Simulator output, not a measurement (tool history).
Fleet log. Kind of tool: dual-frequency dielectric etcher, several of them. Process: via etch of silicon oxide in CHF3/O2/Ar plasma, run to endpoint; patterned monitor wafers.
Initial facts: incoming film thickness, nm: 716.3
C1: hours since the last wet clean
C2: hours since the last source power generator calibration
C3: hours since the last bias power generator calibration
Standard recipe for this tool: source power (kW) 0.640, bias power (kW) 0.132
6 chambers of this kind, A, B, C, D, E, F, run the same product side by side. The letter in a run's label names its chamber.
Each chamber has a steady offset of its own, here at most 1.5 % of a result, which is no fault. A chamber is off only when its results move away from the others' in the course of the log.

{"run": "1F", "hour": 3.2, "source power (kW)": 0.64, "bias power (kW)": 0.132, "C1": 136.3, "C2": 1769.7, "C3": 122.5, "endpoint time (s)": 386.35}
{"run": "2A", "hour": 7.5, "source power (kW)": 0.64, "bias power (kW)": 0.132, "C1": 201.0, "C2": 305.3, "C3": 3067.6, "endpoint time (s)": 387.53}
{"run": "3D", "hour": 13.2, "source power (kW)": 0.64, "bias power (kW)": 0.132, "C1": 385.5, "C2": 224.4, "C3": 1616.0, "endpoint time (s)": 393.32}
{"run": "4E", "hour": 16.8, "source power (kW)": 0.64, "bias power (kW)": 0.132, "C1": 57.8, "C2": 380.7, "C3": 3654.3, "endpoint time (s)": 392.23}
{"run": "5B", "hour": 21.5, "source power (kW)": 0.57, "bias power (kW)": 0.116, "C1": 318.1, "C2": 55.5, "C3": 627.6, "endpoint time (s)": 424.88}
{"run": "6C", "hour": 26.5, "source power (kW)": 0.57, "bias power (kW)": 0.116, "C1": 388.5, "C2": 564.2, "C3": 1377.8, "endpoint time (s)": 420.0}
{"run": "7A", "hour": 29.7, "source power (kW)": 0.57, "bias power (kW)": 0.116, "C1": 223.2, "C2": 327.5, "C3": 3089.8, "endpoint time (s)": 426.85}
{"run": "8D", "hour": 34.6, "source power (kW)": 0.57, "bias power (kW)": 0.116, "C1": 406.9, "C2": 245.8, "C3": 1637.4, "endpoint time (s)": 426.83}
{"run": "9F", "hour": 37.9, "source power (kW)": 0.57, "bias power (kW)": 0.116, "C1": 171.0, "C2": 1804.4, "C3": 157.2, "endpoint time (s)": 420.6}
{"run": "10E", "hour": 42.0, "source power (kW)": 0.57, "bias power (kW)": 0.116, "C1": 83.0, "C2": 405.9, "C3": 3679.5, "endpoint time (s)": 428.68}
{"run": "11B", "hour": 46.3, "source power (kW)": 0.64, "bias power (kW)": 0.132, "C1": 342.9, "C2": 80.3, "C3": 652.4, "endpoint time (s)": 391.14}
{"run": "12C", "hour": 50.2, "source power (kW)": 0.53, "bias power (kW)": 0.147, "C1": 412.2, "C2": 587.9, "C3": 1401.5, "endpoint time (s)": 398.19}
{"run": "13F", "hour": 55.1, "source power (kW)": 0.53, "bias power (kW)": 0.147, "C1": 188.2, "C2": 1821.6, "C3": 174.4, "endpoint time (s)": 399.09}
{"run": "14A", "hour": 57.9, "source power (kW)": 0.53, "bias power (kW)": 0.147, "C1": 251.4, "C2": 355.7, "C3": 3118.0, "endpoint time (s)": 408.14}
{"run": "15D", "hour": 60.7, "source power (kW)": 0.53, "bias power (kW)": 0.147, "C1": 433.0, "C2": 271.9, "C3": 1663.5, "endpoint time (s)": 407.54}
{"run": "16E", "hour": 66.6, "source power (kW)": 0.53, "bias power (kW)": 0.147, "C1": 107.6, "C2": 430.5, "C3": 3704.1, "endpoint time (s)": 410.14}
{"run": "17C", "hour": 72.1, "source power (kW)": 0.53, "bias power (kW)": 0.147, "C1": 434.1, "C2": 609.8, "C3": 1423.4, "endpoint time (s)": 402.19}
{"run": "18B", "hour": 75.5, "source power (kW)": 0.64, "bias power (kW)": 0.132, "C1": 372.1, "C2": 109.5, "C3": 681.6, "endpoint time (s)": 390.58}
{"run": "19A", "hour": 79.2, "source power (kW)": 0.64, "bias power (kW)": 0.132, "C1": 272.7, "C2": 377.0, "C3": 3139.3, "endpoint time (s)": 388.99}
{"run": "20C", "hour": 84.7, "source power (kW)": 0.64, "bias power (kW)": 0.132, "C1": 446.7, "C2": 622.4, "C3": 1436.0, "endpoint time (s)": 386.48}
{"run": "21D", "hour": 88.6, "source power (kW)": 0.64, "bias power (kW)": 0.132, "C1": 460.9, "C2": 299.8, "C3": 1691.4, "endpoint time (s)": 387.08}
{"run": "22F", "hour": 94.2, "source power (kW)": 0.64, "bias power (kW)": 0.132, "C1": 227.3, "C2": 1860.7, "C3": 213.5, "endpoint time (s)": 387.34}
{"run": "23E", "hour": 97.2, "source power (kW)": 0.64, "bias power (kW)": 0.132, "C1": 138.2, "C2": 461.1, "C3": 3734.7, "endpoint time (s)": 393.7}
{"run": "24B", "hour": 99.8, "source power (kW)": 0.64, "bias power (kW)": 0.132, "C1": 396.4, "C2": 133.8, "C3": 705.9, "endpoint time (s)": 396.49}
{"run": "25D", "hour": 103.3, "source power (kW)": 0.64, "bias power (kW)": 0.132, "C1": 475.6, "C2": 314.5, "C3": 1706.1, "endpoint time (s)": 392.9}
{"run": "26A", "hour": 107.4, "source power (kW)": 0.64, "bias power (kW)": 0.132, "C1": 300.9, "C2": 405.2, "C3": 3167.5, "endpoint time (s)": 390.07}
{"run": "27B", "hour": 112.7, "source power (kW)": 0.64, "bias power (kW)": 0.132, "C1": 409.3, "C2": 146.7, "C3": 718.8, "endpoint time (s)": 394.74}
{"run": "28E", "hour": 117.7, "source power (kW)": 0.64, "bias power (kW)": 0.132, "C1": 158.7, "C2": 481.6, "C3": 3755.2, "endpoint time (s)": 393.56}
{"run": "29F", "hour": 120.5, "source power (kW)": 0.64, "bias power (kW)": 0.132, "C1": 253.6, "C2": 1887.0, "C3": 239.8, "endpoint time (s)": 387.9}
{"run": "30C", "hour": 123.4, "source power (kW)": 0.54, "bias power (kW)": 0.15, "C1": 485.4, "C2": 661.1, "C3": 1474.7, "endpoint time (s)": 396.81}
{"run": "31A", "hour": 129.0, "source power (kW)": 0.54, "bias power (kW)": 0.15, "C1": 322.5, "C2": 426.8, "C3": 3189.1, "endpoint time (s)": 395.91}
{"run": "32F", "hour": 134.5, "source power (kW)": 0.54, "bias power (kW)": 0.15, "C1": 267.6, "C2": 1901.0, "C3": 253.8, "endpoint time (s)": 395.12}
{"run": "33C", "hour": 137.3, "source power (kW)": 0.54, "bias power (kW)": 0.15, "C1": 499.3, "C2": 675.0, "C3": 1488.6, "endpoint time (s)": 395.74}
{"run": "34B", "hour": 140.6, "source power (kW)": 0.54, "bias power (kW)": 0.15, "C1": 437.2, "C2": 174.6, "C3": 746.7, "endpoint time (s)": 408.4}
{"run": "35E", "hour": 143.5, "source power (kW)": 0.54, "bias power (kW)": 0.15, "C1": 184.5, "C2": 507.4, "C3": 3781.0, "endpoint time (s)": 407.06}
{"run": "36D", "hour": 146.2, "source power (kW)": 0.64, "bias power (kW)": 0.132, "C1": 518.5, "C2": 357.4, "C3": 1749.0, "endpoint time (s)": 391.41}
{"run": "37B", "hour": 148.8, "source power (kW)": 0.59, "bias power (kW)": 0.132, "C1": 445.4, "C2": 182.8, "C3": 754.9, "endpoint time (s)": 411.18}
{"run": "38D", "hour": 153.0, "source power (kW)": 0.59, "bias power (kW)": 0.132, "C1": 525.3, "C2": 364.2, "C3": 1755.8, "endpoint time (s)": 402.32}
{"run": "39E", "hour": 156.1, "source power (kW)": 0.59, "bias power (kW)": 0.132, "C1": 197.1, "C2": 520.0, "C3": 3793.6, "endpoint time (s)": 411.21}
{"run": "40F", "hour": 161.1, "source power (kW)": 0.59, "bias power (kW)": 0.132, "C1": 294.2, "C2": 1927.6, "C3": 280.4, "endpoint time (s)": 399.21}
{"run": "41A", "hour": 164.3, "source power (kW)": 0.59, "bias power (kW)": 0.132, "C1": 357.8, "C2": 462.1, "C3": 3224.4, "endpoint time (s)": 402.95}
{"run": "42C", "hour": 169.6, "source power (kW)": 0.59, "bias power (kW)": 0.132, "C1": 531.6, "C2": 707.3, "C3": 1520.9, "endpoint time (s)": 397.35}
{"run": "43E", "hour": 172.7, "source power (kW)": 0.64, "bias power (kW)": 0.132, "C1": 213.7, "C2": 536.6, "C3": 3810.2, "endpoint time (s)": 395.66}

For the next run the whole fleet of 6 chambers uses the same settings. Give each chamber's results:
{"run": "44A", "hour": 177.0, "source power (kW)": 0.64, "bias power (kW)": 0.132, "endpoint time (s)": "?"}
{"run": "44B", "hour": 177.0, "source power (kW)": 0.64, "bias power (kW)": 0.132, "endpoint time (s)": "?"}
{"run": "44C", "hour": 177.0, "source power (kW)": 0.64, "bias power (kW)": 0.132, "endpoint time (s)": "?"}
{"run": "44D", "hour": 177.0, "source power (kW)": 0.64, "bias power (kW)": 0.132, "endpoint time (s)": "?"}
{"run": "44E", "hour": 177.0, "source power (kW)": 0.64, "bias power (kW)": 0.132, "endpoint time (s)": "?"}
{"run": "44F", "hour": 177.0, "source power (kW)": 0.64, "bias power (kW)": 0.132, "endpoint time (s)": "?"}

run=44A endpoint_time_(s)=392.46
run=44B endpoint_time_(s)=403.08
run=44C endpoint_time_(s)=384.79
run=44D endpoint_time_(s)=394.70
run=44E endpoint_time_(s)=394.32
run=44F endpoint_time_(s)=386.38
